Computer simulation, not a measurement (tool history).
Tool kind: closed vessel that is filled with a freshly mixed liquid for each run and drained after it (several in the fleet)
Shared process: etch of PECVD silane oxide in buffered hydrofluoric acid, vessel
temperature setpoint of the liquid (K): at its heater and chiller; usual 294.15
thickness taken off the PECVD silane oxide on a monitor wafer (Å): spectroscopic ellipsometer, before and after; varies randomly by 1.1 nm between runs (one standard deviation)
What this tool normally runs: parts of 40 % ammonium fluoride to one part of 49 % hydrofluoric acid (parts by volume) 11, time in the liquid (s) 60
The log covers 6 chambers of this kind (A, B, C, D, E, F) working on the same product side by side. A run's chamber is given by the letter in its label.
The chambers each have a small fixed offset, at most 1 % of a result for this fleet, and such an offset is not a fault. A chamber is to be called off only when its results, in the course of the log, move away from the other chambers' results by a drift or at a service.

run   hour  temperature setpoint of the liquid (K)  parts of 40 % ammonium fluoride to one part of 49 % hydrofluoric acid (parts by volume)  time in the liquid (s)  hours since the thermometer was replaced  hours since the hydrofluoric acid flow meter was replaced  read-back film thickness of the PECVD silane oxide reference wafer, read on the same gauge (nm)  thickness taken off the PECVD silane oxide on a monitor wafer (Å)
 1D    2.8                                  294.15                                                                                       11                      60                                     138.3                                                         99                                                                                           80.007                                                             1169.6
 2B    9.3                                  294.15                                                                                       11                      60                                     638.4                                                      558.2                                                                                           80.011                                                               1148
 3A   13.1                                  294.15                                                                                       11                      60                                     855.1                                                        184                                                                                           79.995                                                             1150.3
 4C   17.2                                  294.15                                                                                       11                      60                                     647.2                                                      479.8                                                                                           80.008                                                             1140.8
 5E   22.4                                  294.15                                                                                       11                      60                                    1115.9                                                      475.3                                                                                           80.007                                                             1177.8
 6F   26.5                                  294.15                                                                                       11                      60                                       351                                                      684.9                                                                                           80.003                                                               1158
 7B   30.9                                  294.15                                                                                       11                      60                                       660                                                      579.8                                                                                           79.994                                                             1143.8
 8C   36.7                                  294.15                                                                                       11                      60                                     666.7                                                      499.3                                                                                           79.999                                                             1162.2
 9A   39.9                                  294.15                                                                                       11                      60                                     881.9                                                      210.8                                                                                           79.999                                                             1171.1
10D   45.5                                  294.15                                                                                       11                      60                                       181                                                      141.7                                                                                           79.993                                                             1163.8
11E   48.5                                  294.15                                                                                       11                      60                                      1142                                                      501.4                                                                                           80.003                                                             1168.4
12F   53.9                                  294.15                                                                                       14                      75                                     378.4                                                      712.3                                                                                           79.992                                                             1138.2
13A   58.7                                  294.15                                                                                       14                      75                                     900.7                                                      229.6                                                                                           80.013                                                             1151.2
14F   62.7                                  294.15                                                                                       14                      75                                     387.2                                                      721.1                                                                                           79.985                                                             1150.2
15E   66.6                                  294.15                                                                                       14                      75                                    1160.1                                                      519.5                                                                                           80.011                                                             1141.8
16D   71.9                                  294.15                                                                                       14                      75                                     207.4                                                      168.1                                                                                           80.001                                                             1160.5
17C   77.8                                  294.15                                                                                       14                      75                                     707.8                                                      540.4                                                                                            79.99                                                             1176.9
18B   82.3                                  294.15                                                                                       11                      60                                     711.4                                                      631.2                                                                                           79.996                                                               1143
19F   85.6                                  294.15                                                                                     12.5                      60                                     410.1                                                        744                                                                                           79.981                                                             1018.2
20A   91.2                                  294.15                                                                                     12.5                      60                                     933.2                                                      262.1                                                                                            80.01                                                             1029.7
21C   95.3                                  294.15                                                                                     12.5                      60                                     725.3                                                      557.9                                                                                           80.006                                                             1072.2
22E   99.4                                  294.15                                                                                     12.5                      60                                    1192.9                                                      552.3                                                                                           79.985                                                             1026.6
23D  102.2                                  294.15                                                                                     12.5                      60                                     237.7                                                      198.4                                                                                            79.97                                                             1019.7
24B  106.7                                  294.15                                                                                     12.5                      60                                     735.8                                                      655.6                                                                                           79.972                                                             1003.9
25D  112.9                                  294.15                                                                                       11                      60                                     248.4                                                      209.1                                                                                           80.011                                                             1169.8
26C  118.2                                  294.15                                                                                       14                      30                                     748.2                                                      580.8                                                                                           79.992                                                             474.77
27F  121.9                                  294.15                                                                                       14                      30                                     446.4                                                      780.3                                                                                           80.001                                                             460.13
28A  126.5                                  294.15                                                                                       14                      30                                     968.5                                                      297.4                                                                                           80.019                                                             465.74
29E  129.4                                  294.15                                                                                       14                      30                                    1222.9                                                      582.3                                                                                           79.983                                                             455.56
30B  133.6                                  294.15                                                                                       14                      30                                     762.7                                                      682.5                                                                                           79.999                                                              443.6
31E  137.2                                  294.15                                                                                       14                      30                                    1230.7                                                      590.1                                                                                           79.983                                                             459.86
32A  142.6                                  294.15                                                                                       11                      60                                     984.6                                                      313.5                                                                                           80.021                                                             1150.2
33D    146                                  294.15                                                                                       11                      60                                     281.5                                                      242.2                                                                                           79.982                                                             1164.5
34B  149.3                                  294.15                                                                                       11                      60                                     778.4                                                      698.2                                                                                            80.03                                                             1141.3
35F  153.3                                  294.15                                                                                       11                      60                                     477.8                                                      811.7                                                                                           79.971                                                             1170.6
36C  158.2                                  294.15                                                                                       11                      60                                     788.2                                                      620.8                                                                                           80.009                                                             1255.3
37C  162.1                                  294.15                                                                                       11                      60                                     792.1                                                      624.7                                                                                           79.985                                                             1228.2
38D    165                                  294.15                                                                                       11                      60                                     300.5                                                      261.2                                                                                           80.019                                                             1160.3

What goes on in this fleet: one chamber off, a drifting gauge, or nothing beyond the chambers' own small offsets? Name the chamber and the cause, if any.

Little by little, chamber C moves away from the other chambers.
Likeliest cause: hydrofluoric acid flow above the setpoint (%) = 8.05.
The log may not separate it from: liquid hotter than its thermometer reads (K).

Chamber C could run next with any of the 4 candidate recipes listed below; each alters the usual settings, and their results appear as question marks. Which one brings its results back in line with what the other chambers deliver on the usual settings?
Counts as in line when no further than this from what the other chambers average on the usual settings: thickness taken off the PECVD silane oxide on a monitor wafer (Å) 39
39C-1  169.7                                  294.65                                                                                     10.5                      60                                                                                                                                                                                                                                                                        ?
39C-2  169.7                                  293.15                                                                                       12                      60                                                                                                                                                                                                                                                                        ?
39C-3  169.7                                  294.15                                                                                       11                      55                                                                                                                                                                                                                                                                        ?
39C-4  169.7                                  294.65                                                                                     10.5                      65                                                                                                                                                                                                                                                                        ?

The mean the other chambers reach with the usual settings: thickness taken off the PECVD silane oxide on a monitor wafer (Å) 1155.8
  run  thickness taken off the PECVD silane oxide on a monitor wafer (Å)
39C-1                                                             1325.7
39C-2                                                               1083
39C-3                                                             1141.3
39C-4                                                             1436.2
It is 39C-3 that realigns the chamber with its peers.
